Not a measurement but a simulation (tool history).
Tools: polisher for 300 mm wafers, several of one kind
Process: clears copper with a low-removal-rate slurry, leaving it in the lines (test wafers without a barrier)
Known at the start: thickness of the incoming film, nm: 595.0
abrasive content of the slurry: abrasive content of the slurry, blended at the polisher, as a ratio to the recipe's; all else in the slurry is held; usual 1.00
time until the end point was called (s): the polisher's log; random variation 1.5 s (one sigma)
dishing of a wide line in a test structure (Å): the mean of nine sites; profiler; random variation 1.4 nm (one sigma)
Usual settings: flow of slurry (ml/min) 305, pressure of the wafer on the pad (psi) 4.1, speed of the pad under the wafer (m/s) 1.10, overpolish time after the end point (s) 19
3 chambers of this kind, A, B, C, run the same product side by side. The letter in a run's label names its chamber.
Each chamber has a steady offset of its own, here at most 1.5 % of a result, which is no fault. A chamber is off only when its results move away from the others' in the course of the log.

| run | day | flow of slurry (ml/min) | pressure of the wafer on the pad (psi) | speed of the pad under the wafer (m/s) | abrasive content of the slurry | overpolish time after the end point (s) | time until the end point was called (s) | dishing of a wide line in a test structure (Å) |
|---|---|---|---|---|---|---|---|---|
| 1B | 0.233 | 305 | 4.1 | 1.10 | 1.00 | 19 | 123.300 | 594.14 |
|  | 0.383 | chamber C: worn pad replaced by a new one |
| 2C | 0.467 | 305 | 4.1 | 1.10 | 1.00 | 19 | 122.440 | 606.85 |
|  | 0.571 | chamber B: worn pad replaced by a new one |
| 3A | 0.833 | 305 | 4.1 | 1.10 | 1.00 | 19 | 120.410 | 601.28 |
| 4C | 1.212 | 305 | 4.1 | 1.10 | 1.00 | 19 | 122.480 | 613.26 |
| 5B | 1.579 | 305 | 5.5 | 1.28 | 1.00 | 19 | 78.238 | 852.50 |
| 6A | 1.967 | 305 | 5.5 | 1.28 | 1.00 | 19 | 78.253 | 816.98 |
| 7A | 2.275 | 305 | 5.5 | 1.28 | 1.00 | 19 | 80.571 | 826.33 |
| 8C | 2.533 | 305 | 4.1 | 1.10 | 1.00 | 19 | 122.160 | 611.27 |
| 9B | 2.917 | 305 | 4.1 | 1.10 | 1.00 | 19 | 122.590 | 587.51 |
| 10A | 3.267 | 305 | 4.1 | 1.10 | 1.00 | 19 | 122.290 | 562.06 |
|  | 3.275 | chamber A: worn pad replaced by a new one |
| 11C | 3.538 | 305 | 4.1 | 1.10 | 1.15 | 26 | 114.850 | 777.62 |
|  | 3.717 | chamber B: worn pad replaced by a new one |
| 12B | 3.938 | 305 | 4.1 | 1.10 | 1.15 | 26 | 118.310 | 771.93 |
| 13C | 4.246 | 305 | 4.1 | 1.10 | 1.15 | 26 | 117.570 | 753.29 |
| 14B | 4.650 | 305 | 4.1 | 1.10 | 1.00 | 19 | 120.470 | 602.39 |
| 15A | 4.842 | 305 | 4.1 | 1.10 | 1.00 | 19 | 122.250 | 590.19 |
| 16C | 5.196 | 305 | 4.1 | 1.10 | 1.00 | 19 | 121.180 | 616.71 |
|  | 5.550 | chamber B: head pressure recalibrated |
| 17A | 5.600 | 305 | 4.1 | 1.10 | 1.00 | 14 | 124.820 | 444.26 |
| 18B | 5.950 | 305 | 4.1 | 1.10 | 1.00 | 14 | 135.990 | 410.30 |
| 19A | 6.212 | 305 | 4.1 | 1.10 | 1.00 | 14 | 124.130 | 453.62 |
| 20B | 6.496 | 305 | 4.1 | 1.10 | 1.00 | 19 | 136.330 | 563.65 |
| 21C | 6.746 | 305 | 4.1 | 1.10 | 1.00 | 19 | 121.620 | 607.91 |
|  | 6.796 | chamber B: slurry blender recalibrated |
| 22C | 7.046 | 305 | 4.1 | 1.10 | 1.00 | 19 | 123.590 | 580.66 |
| 23B | 7.379 | 305 | 4.1 | 1.10 | 1.00 | 14 | 138.180 | 421.67 |
|  | 7.417 | chamber B: worn pad replaced by a new one |
| 24A | 7.588 | 305 | 4.1 | 1.10 | 1.00 | 14 | 123.580 | 454.39 |
| 25B | 7.892 | 305 | 4.1 | 1.10 | 1.00 | 14 | 139.650 | 422.09 |
| 26A | 8.300 | 305 | 4.1 | 1.10 | 1.00 | 19 | 119.830 | 585.58 |
| 27C | 8.592 | 305 | 4.1 | 1.10 | 1.00 | 19 | 121.650 | 607.49 |
| 28C | 8.829 | 305 | 4.1 | 1.10 | 1.00 | 19 | 120.790 | 601.89 |
|  | 8.988 | chamber A: worn pad replaced by a new one |
|  | 9.075 | chamber C: worn pad replaced by a new one |
| 29B | 9.238 | 305 | 4.1 | 1.10 | 1.00 | 19 | 140.500 | 541.58 |
| 30A | 9.421 | 305 | 4.1 | 1.10 | 1.00 | 19 | 123.130 | 580.90 |
| 31A | 9.696 | 305 | 4.1 | 1.10 | 1.00 | 19 | 123.990 | 591.16 |
|  | 9.712 | chamber C: slurry nozzle cleaned |
| 32B | 9.900 | 305 | 5.0 | 1.10 | 1.00 | 19 | 111.790 | 611.63 |
| 33C | 10.083 | 305 | 5.0 | 1.10 | 1.00 | 19 | 100.810 | 720.67 |
| 34B | 10.308 | 305 | 5.0 | 1.10 | 1.00 | 19 | 114.750 | 644.44 |
| 35C | 10.492 | 305 | 4.1 | 1.10 | 1.00 | 19 | 122.330 | 597.79 |
|  | 10.579 | chamber B: worn pad replaced by a new one |
| 36A | 10.908 | 305 | 4.1 | 1.10 | 1.00 | 19 | 121.980 | 589.03 |
| 37A | 11.300 | 305 | 4.1 | 1.10 | 1.00 | 19 | 124.230 | 587.41 |
| 38B | 11.546 | 305 | 4.1 | 1.10 | 1.00 | 19 | 136.450 | 546.89 |

Next, every chamber runs the same settings. What will each give?
| 39A | 11.846 | 305 | 4.1 | 1.10 | 1.00 | 19 | ? | ? |
| 39B | 11.846 | 305 | 4.1 | 1.10 | 1.00 | 19 | ? | ? |
| 39C | 11.846 | 305 | 4.1 | 1.10 | 1.00 | 19 | ? | ? |

| run | time until the end point was called (s) | dishing of a wide line in a test structure (Å) |
|---|---|---|
| 39A | 125.220 | 567.23 |
| 39B | 138.230 | 514.72 |
| 39C | 121.590 | 610.61 |

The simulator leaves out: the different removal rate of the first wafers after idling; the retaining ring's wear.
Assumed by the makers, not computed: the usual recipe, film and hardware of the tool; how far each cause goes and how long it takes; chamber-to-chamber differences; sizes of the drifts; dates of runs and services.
